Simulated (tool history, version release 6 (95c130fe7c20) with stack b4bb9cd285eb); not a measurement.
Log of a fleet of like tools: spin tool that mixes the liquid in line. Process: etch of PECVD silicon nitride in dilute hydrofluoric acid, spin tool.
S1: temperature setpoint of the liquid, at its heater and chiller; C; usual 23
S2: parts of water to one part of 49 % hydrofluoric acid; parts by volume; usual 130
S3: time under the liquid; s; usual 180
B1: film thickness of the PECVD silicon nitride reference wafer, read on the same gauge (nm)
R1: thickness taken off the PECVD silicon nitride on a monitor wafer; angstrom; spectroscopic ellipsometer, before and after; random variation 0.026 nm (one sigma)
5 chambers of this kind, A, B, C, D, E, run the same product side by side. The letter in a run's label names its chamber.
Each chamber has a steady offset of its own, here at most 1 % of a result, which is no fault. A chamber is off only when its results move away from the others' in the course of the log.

run,hour,S1,S2,S3,B1,R1
1D,6.1,23,130,180,69.990,21.970
2C,15.4,23,130,180,69.956,22.627
3E,22.4,23,130,180,70.035,21.873
4B,29.6,23,130,180,70.000,21.684
5A,41.3,23,130,180,70.024,22.352
6B,50.3,23,130,180,70.023,22.279
7E,57.5,23,130,180,69.985,22.112
8C,65.3,23,130,180,70.040,21.846
9D,77.2,23,130,180,69.975,21.893
10A,84.0,23,130,180,70.023,21.591
11C,94.8,23,130,180,69.949,22.034
12A,102.5,23,130,180,70.027,21.958
13D,114.0,23,130,180,70.017,22.163
14B,124.2,23,130,180,69.983,22.081
15E,131.2,23,130,180,70.005,21.982
16A,137.6,23,130,180,70.006,22.393
17C,147.4,23,130,180,69.969,20.622
18E,155.4,23,130,180,70.024,22.039
19B,165.8,23,130,180,70.045,22.172
20D,171.9,23,130,180,69.983,22.228
21E,179.4,23,130,180,70.033,22.150
22A,185.2,23,130,135,69.942,16.365
23B,191.4,23,130,135,70.006,16.473
24D,202.0,23,130,135,70.012,16.576
25C,210.2,23,130,135,69.976,15.068
26E,218.4,23,130,135,70.039,16.817
27B,227.8,23,130,180,69.971,21.831
28D,238.4,23,130,180,70.038,22.153
29C,248.8,23,110,180,70.021,23.349
30A,256.4,23,110,180,70.010,25.828

All 5 chambers run these settings next. Forecast each chamber's results:
31A,265.9,23,130,180,,?
31B,265.9,23,130,180,,?
31C,265.9,23,130,180,,?
31D,265.9,23,130,180,,?
31E,265.9,23,130,180,,?

run,R1
31A,21.798
31B,21.712
31C,19.598
31D,22.066
31E,22.409
